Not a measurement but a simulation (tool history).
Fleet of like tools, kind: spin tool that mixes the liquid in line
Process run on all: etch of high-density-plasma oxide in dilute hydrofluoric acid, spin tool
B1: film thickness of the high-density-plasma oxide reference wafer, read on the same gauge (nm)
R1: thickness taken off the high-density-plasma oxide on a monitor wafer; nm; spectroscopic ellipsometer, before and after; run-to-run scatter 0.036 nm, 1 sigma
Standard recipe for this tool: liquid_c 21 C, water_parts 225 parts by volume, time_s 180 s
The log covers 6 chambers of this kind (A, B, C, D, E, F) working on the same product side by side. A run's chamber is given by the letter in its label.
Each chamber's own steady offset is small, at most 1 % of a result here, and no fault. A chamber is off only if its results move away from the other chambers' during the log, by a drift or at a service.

Run 1A, hour 7: usual settings; B1 89.993. Result: R1 4.2829 nm.
Run 2D, hour 13.9: usual settings; B1 89.978. Result: R1 4.2095 nm.
Run 3C, hour 21.1: usual settings; B1 90.003. Result: R1 4.2257 nm.
Run 4F, hour 27.8: usual settings; B1 90.016. Result: R1 4.1764 nm.
Run 5B, hour 31.1: usual settings; B1 89.986. Result: R1 4.1442 nm.
Run 6E, hour 36.3: usual settings; B1 90.016. Result: R1 4.1787 nm.
Run 7C, hour 41.4: usual settings; B1 90.009. Result: R1 4.1907 nm.
Run 8B, hour 44.9: usual settings; B1 89.987. Result: R1 4.1549 nm.
Run 9F, hour 48.3: usual settings; B1 90.005. Result: R1 4.186 nm.
Run 10E, hour 51.6: usual settings; B1 89.985. Result: R1 4.1344 nm.
Run 11D, hour 56.8: usual settings; B1 90.009. Result: R1 4.1428 nm.
Run 12A, hour 61.3: usual settings; B1 89.994. Result: R1 4.1946 nm.
Run 13D, hour 67.8: usual settings; B1 89.972. Result: R1 4.2093 nm.
Run 14E, hour 73.8: usual settings; B1 90.008. Result: R1 4.1836 nm.
Run 15C, hour 80.2: usual settings; B1 90.018. Result: R1 4.1702 nm.
At hour 82.4: chamber C: hydrofluoric acid flow meter replaced.
Run 16B, hour 85.5: usual settings; B1 90.016. Result: R1 4.1959 nm.
Run 17F, hour 92.7: usual settings; B1 89.996. Result: R1 4.2365 nm.
Run 18A, hour 98.5: usual settings; B1 90.011. Result: R1 4.2581 nm.
Run 19F, hour 105: usual settings; B1 89.974. Result: R1 4.1272 nm.
Run 20B, hour 109.8: usual settings; B1 89.984. Result: R1 4.2143 nm.
Run 21E, hour 116.7: usual settings; B1 89.988. Result: R1 4.1717 nm.
Run 22D, hour 120.7: usual settings; B1 90.023. Result: R1 4.248 nm.
Run 23A, hour 127.8: usual settings; B1 89.972. Result: R1 4.2102 nm.
Run 24C, hour 133: usual settings but water_parts 310 parts by volume, time_s 235 s; B1 89.997. Result: R1 3.691 nm.
At hour 133.3: chamber D: thermometer replaced.
Run 25E, hour 138.9: usual settings but water_parts 310 parts by volume, time_s 235 s; B1 90.006. Result: R1 3.5558 nm.
Run 26D, hour 146: usual settings but water_parts 310 parts by volume, time_s 235 s; B1 90.004. Result: R1 3.6577 nm.
Run 27A, hour 152.1: usual settings but water_parts 310 parts by volume, time_s 235 s; B1 89.977. Result: R1 3.7195 nm.
Run 28B, hour 156.7: usual settings but water_parts 310 parts by volume, time_s 235 s; B1 89.982. Result: R1 3.6748 nm.
Run 29C, hour 161.2: usual settings but water_parts 310 parts by volume, time_s 235 s; B1 89.994. Result: R1 3.6376 nm.
Run 30F, hour 164.7: usual settings but water_parts 165 parts by volume; B1 90.004. Result: R1 5.9604 nm.
Run 31A, hour 169.8: usual settings but water_parts 165 parts by volume; B1 90.004. Result: R1 6.0599 nm.
Run 32C, hour 175.9: usual settings but water_parts 165 parts by volume; B1 90.01. Result: R1 6.1741 nm.
Run 33D, hour 181.7: usual settings but water_parts 165 parts by volume; B1 90.006. Result: R1 6.0706 nm.
Run 34F, hour 187.2: usual settings but water_parts 165 parts by volume; B1 90.011. Result: R1 5.8544 nm.
Run 35B, hour 193.6: usual settings but water_parts 165 parts by volume; B1 89.985. Result: R1 5.9724 nm.
Run 36E, hour 197.5: usual settings; B1 89.993. Result: R1 3.9539 nm.
Run 37E, hour 201.3: usual settings; B1 89.984. Result: R1 4.012 nm.

Next, all 6 chambers run the settings below, one line each with question marks for the results. What does each chamber give?
Run 38A, hour 206.5: usual settings but water_parts 305 parts by volume. Result: R1 ?.
Run 38B, hour 206.5: usual settings but water_parts 305 parts by volume. Result: R1 ?.
Run 38C, hour 206.5: usual settings but water_parts 305 parts by volume. Result: R1 ?.
Run 38D, hour 206.5: usual settings but water_parts 305 parts by volume. Result: R1 ?.
Run 38E, hour 206.5: usual settings but water_parts 305 parts by volume. Result: R1 ?.
Run 38F, hour 206.5: usual settings but water_parts 305 parts by volume. Result: R1 ?.

run      R1
38A  2.9246
38B  2.8662
38C  2.9234
38D  2.8691
38E  2.6819
38F  2.8607

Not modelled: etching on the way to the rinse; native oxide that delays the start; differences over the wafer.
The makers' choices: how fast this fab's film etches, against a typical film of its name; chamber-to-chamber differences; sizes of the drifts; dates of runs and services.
